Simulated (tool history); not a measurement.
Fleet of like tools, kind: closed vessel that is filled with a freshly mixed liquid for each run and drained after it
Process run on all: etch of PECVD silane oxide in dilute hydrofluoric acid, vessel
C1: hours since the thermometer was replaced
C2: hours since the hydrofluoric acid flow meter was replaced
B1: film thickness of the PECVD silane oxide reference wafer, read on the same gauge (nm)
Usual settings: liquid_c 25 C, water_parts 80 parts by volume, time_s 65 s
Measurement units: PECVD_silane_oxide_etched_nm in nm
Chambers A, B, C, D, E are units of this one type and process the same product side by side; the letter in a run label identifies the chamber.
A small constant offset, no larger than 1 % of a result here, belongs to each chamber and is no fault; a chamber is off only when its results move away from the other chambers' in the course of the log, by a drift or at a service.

run 1E hour=4.4 | liquid_c=25 water_parts=80 time_s=65 | C1=118.8 C2=1481.9 | B1=99.977 | PECVD_silane_oxide_etched_nm=42.761
-- hour=6.6 chamber B: hydrofluoric acid flow meter replaced
run 2D hour=7.2 | liquid_c=25 water_parts=80 time_s=65 | C1=1536.7 C2=255.2 | B1=100.05 | PECVD_silane_oxide_etched_nm=43.322
run 3B hour=10.6 | liquid_c=25 water_parts=80 time_s=65 | C1=1375.9 C2=4.1 | B1=100.01 | PECVD_silane_oxide_etched_nm=43.815
run 4A hour=12.8 | liquid_c=25 water_parts=80 time_s=65 | C1=1141.8 C2=271.5 | B1=99.979 | PECVD_silane_oxide_etched_nm=43.493
run 5C hour=15.6 | liquid_c=25 water_parts=80 time_s=65 | C1=1219.3 C2=1326.3 | B1=99.98 | PECVD_silane_oxide_etched_nm=42.956
run 6E hour=17.8 | liquid_c=25 water_parts=80 time_s=65 | C1=132.2 C2=1495.3 | B1=99.956 | PECVD_silane_oxide_etched_nm=43.461
-- hour=20.7 chamber B: thermometer replaced
run 7A hour=22.2 | liquid_c=25 water_parts=80 time_s=65 | C1=1151.2 C2=280.9 | B1=100.01 | PECVD_silane_oxide_etched_nm=43.368
run 8D hour=27 | liquid_c=25 water_parts=80 time_s=65 | C1=1556.5 C2=275 | B1=99.992 | PECVD_silane_oxide_etched_nm=43.179
run 9C hour=30 | liquid_c=25 water_parts=80 time_s=65 | C1=1233.7 C2=1340.7 | B1=100.01 | PECVD_silane_oxide_etched_nm=43.413
run 10B hour=35 | liquid_c=25 water_parts=80 time_s=65 | C1=14.3 C2=28.5 | B1=100 | PECVD_silane_oxide_etched_nm=43.931
run 11D hour=39.1 | liquid_c=25 water_parts=80 time_s=65 | C1=1568.6 C2=287.1 | B1=99.985 | PECVD_silane_oxide_etched_nm=43.026
run 12E hour=43 | liquid_c=25 water_parts=80 time_s=65 | C1=157.4 C2=1520.5 | B1=100 | PECVD_silane_oxide_etched_nm=43.628
run 13C hour=45.6 | liquid_c=25 water_parts=80 time_s=65 | C1=1249.3 C2=1356.3 | B1=100.02 | PECVD_silane_oxide_etched_nm=43.295
run 14B hour=49.2 | liquid_c=25 water_parts=80 time_s=65 | C1=28.5 C2=42.7 | B1=99.951 | PECVD_silane_oxide_etched_nm=43.562
run 15A hour=52.9 | liquid_c=25 water_parts=80 time_s=65 | C1=1181.9 C2=311.6 | B1=99.994 | PECVD_silane_oxide_etched_nm=43.579
run 16C hour=58 | liquid_c=25 water_parts=80 time_s=65 | C1=1261.7 C2=1368.7 | B1=100 | PECVD_silane_oxide_etched_nm=43.307
run 17E hour=61 | liquid_c=25 water_parts=80 time_s=65 | C1=175.4 C2=1538.5 | B1=99.941 | PECVD_silane_oxide_etched_nm=43.75
run 18D hour=64.2 | liquid_c=25 water_parts=80 time_s=65 | C1=1593.7 C2=312.2 | B1=100.06 | PECVD_silane_oxide_etched_nm=42.962
run 19B hour=68.9 | liquid_c=23 water_parts=80 time_s=65 | C1=48.2 C2=62.4 | B1=99.959 | PECVD_silane_oxide_etched_nm=40.131
run 20A hour=71.6 | liquid_c=23 water_parts=80 time_s=65 | C1=1200.6 C2=330.3 | B1=99.963 | PECVD_silane_oxide_etched_nm=40.023
run 21C hour=74.6 | liquid_c=23 water_parts=80 time_s=65 | C1=1278.3 C2=1385.3 | B1=100 | PECVD_silane_oxide_etched_nm=39.866
run 22E hour=79.4 | liquid_c=23 water_parts=80 time_s=65 | C1=193.8 C2=1556.9 | B1=99.983 | PECVD_silane_oxide_etched_nm=39.447
run 23B hour=82.8 | liquid_c=23 water_parts=80 time_s=65 | C1=62.1 C2=76.3 | B1=100.01 | PECVD_silane_oxide_etched_nm=40.295
run 24D hour=85.4 | liquid_c=25 water_parts=80 time_s=65 | C1=1614.9 C2=333.4 | B1=100 | PECVD_silane_oxide_etched_nm=42.963
run 25A hour=90.1 | liquid_c=25 water_parts=80 time_s=65 | C1=1219.1 C2=348.8 | B1=100.02 | PECVD_silane_oxide_etched_nm=43.439
run 26B hour=93.6 | liquid_c=25 water_parts=45 time_s=55 | C1=72.9 C2=87.1 | B1=100.05 | PECVD_silane_oxide_etched_nm=68.958
run 27A hour=97.4 | liquid_c=25 water_parts=45 time_s=55 | C1=1226.4 C2=356.1 | B1=99.983 | PECVD_silane_oxide_etched_nm=67.193
run 28D hour=99.9 | liquid_c=25 water_parts=45 time_s=55 | C1=1629.4 C2=347.9 | B1=100.01 | PECVD_silane_oxide_etched_nm=67.558
run 29E hour=102.4 | liquid_c=25 water_parts=45 time_s=55 | C1=216.8 C2=1579.9 | B1=100 | PECVD_silane_oxide_etched_nm=67.45
run 30C hour=106.8 | liquid_c=25 water_parts=45 time_s=55 | C1=1310.5 C2=1417.5 | B1=99.999 | PECVD_silane_oxide_etched_nm=68.722

Is one chamber off against the others, does the gauge drift, or is nothing wrong? If a chamber is off, say which, and what the likeliest cause is.

No chamber is off and the gauge is stable; the differences are just each chamber's small, constant offset.
